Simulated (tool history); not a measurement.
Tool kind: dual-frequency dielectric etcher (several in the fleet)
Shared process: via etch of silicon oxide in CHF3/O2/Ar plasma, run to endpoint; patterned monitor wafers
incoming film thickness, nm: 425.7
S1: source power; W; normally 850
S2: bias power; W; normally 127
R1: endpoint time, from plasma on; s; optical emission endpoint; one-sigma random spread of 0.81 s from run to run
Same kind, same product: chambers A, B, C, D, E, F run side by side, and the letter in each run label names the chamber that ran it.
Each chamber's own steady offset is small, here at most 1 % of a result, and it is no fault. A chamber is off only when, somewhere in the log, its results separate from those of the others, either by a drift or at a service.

{"run": "1C", "day": 0.242, "S1": 850, "S2": 127, "R1": 209.87}
{"run": "2E", "day": 0.45, "S1": 850, "S2": 127, "R1": 210.06}
{"run": "3A", "day": 0.617, "S1": 850, "S2": 127, "R1": 209.65}
{"day": 0.829, "done": "chamber D: wet clean of the chamber"}
{"run": "4B", "day": 0.842, "S1": 850, "S2": 127, "R1": 209.35}
{"run": "5F", "day": 1.158, "S1": 850, "S2": 127, "R1": 210.71}
{"run": "6D", "day": 1.433, "S1": 850, "S2": 127, "R1": 212.72}
{"run": "7C", "day": 1.617, "S1": 850, "S2": 127, "R1": 210.04}
{"run": "8A", "day": 1.771, "S1": 850, "S2": 127, "R1": 210.3}
{"run": "9D", "day": 2.046, "S1": 850, "S2": 127, "R1": 212.13}
{"run": "10F", "day": 2.208, "S1": 940, "S2": 127, "R1": 205.08}
{"run": "11B", "day": 2.446, "S1": 940, "S2": 127, "R1": 202.57}
{"day": 2.754, "done": "chamber F: wet clean of the chamber"}
{"run": "12E", "day": 2.783, "S1": 940, "S2": 127, "R1": 199.93}
{"run": "13E", "day": 3.012, "S1": 940, "S2": 127, "R1": 201.35}
{"run": "14A", "day": 3.242, "S1": 940, "S2": 127, "R1": 202.98}
{"run": "15C", "day": 3.575, "S1": 940, "S2": 127, "R1": 200.43}
{"run": "16B", "day": 3.754, "S1": 850, "S2": 127, "R1": 212.57}
{"run": "17D", "day": 3.992, "S1": 850, "S2": 127, "R1": 210.99}
{"run": "18F", "day": 4.208, "S1": 850, "S2": 127, "R1": 211.75}
{"run": "19D", "day": 4.533, "S1": 850, "S2": 127, "R1": 212.39}
{"run": "20F", "day": 4.733, "S1": 850, "S2": 127, "R1": 211.46}
{"run": "21A", "day": 4.962, "S1": 850, "S2": 127, "R1": 211.46}
{"run": "22B", "day": 5.296, "S1": 850, "S2": 127, "R1": 209.33}
{"run": "23E", "day": 5.517, "S1": 850, "S2": 127, "R1": 209.34}
{"day": 5.525, "done": "chamber C: wet clean of the chamber"}
{"run": "24C", "day": 5.808, "S1": 850, "S2": 127, "R1": 199.22}
{"run": "25E", "day": 6.079, "S1": 850, "S2": 127, "R1": 210.43}
{"run": "26F", "day": 6.312, "S1": 850, "S2": 127, "R1": 212.28}
{"run": "27B", "day": 6.525, "S1": 850, "S2": 127, "R1": 211.28}
{"run": "28D", "day": 6.867, "S1": 850, "S2": 127, "R1": 211.73}
{"run": "29A", "day": 7.038, "S1": 850, "S2": 127, "R1": 211.71}
{"run": "30C", "day": 7.271, "S1": 850, "S2": 127, "R1": 198.38}
{"run": "31E", "day": 7.567, "S1": 740, "S2": 113, "R1": 229.12}
{"run": "32A", "day": 7.846, "S1": 740, "S2": 113, "R1": 231.71}
{"run": "33F", "day": 8.05, "S1": 740, "S2": 113, "R1": 232.36}
{"run": "34D", "day": 8.371, "S1": 740, "S2": 113, "R1": 231.73}
{"run": "35C", "day": 8.633, "S1": 740, "S2": 113, "R1": 216.79}
{"run": "36B", "day": 8.988, "S1": 740, "S2": 113, "R1": 232.43}
{"run": "37F", "day": 9.2, "S1": 850, "S2": 127, "R1": 211.06}
{"run": "38E", "day": 9.392, "S1": 850, "S2": 127, "R1": 208.37}
{"run": "39D", "day": 9.604, "S1": 850, "S2": 127, "R1": 212.08}
{"run": "40B", "day": 9.838, "S1": 850, "S2": 127, "R1": 212.54}

All chambers now run identical settings, listed one chamber a line with results as question marks. What results will each chamber show?
{"run": "41A", "day": 10.092, "S1": 850, "S2": 116, "R1": "?"}
{"run": "41B", "day": 10.092, "S1": 850, "S2": 116, "R1": "?"}
{"run": "41C", "day": 10.092, "S1": 850, "S2": 116, "R1": "?"}
{"run": "41D", "day": 10.092, "S1": 850, "S2": 116, "R1": "?"}
{"run": "41E", "day": 10.092, "S1": 850, "S2": 116, "R1": "?"}
{"run": "41F", "day": 10.092, "S1": 850, "S2": 116, "R1": "?"}

run=41A R1=218.54
run=41B R1=217.63
run=41C R1=203.84
run=41D R1=218.43
run=41E R1=214.1
run=41F R1=217.37
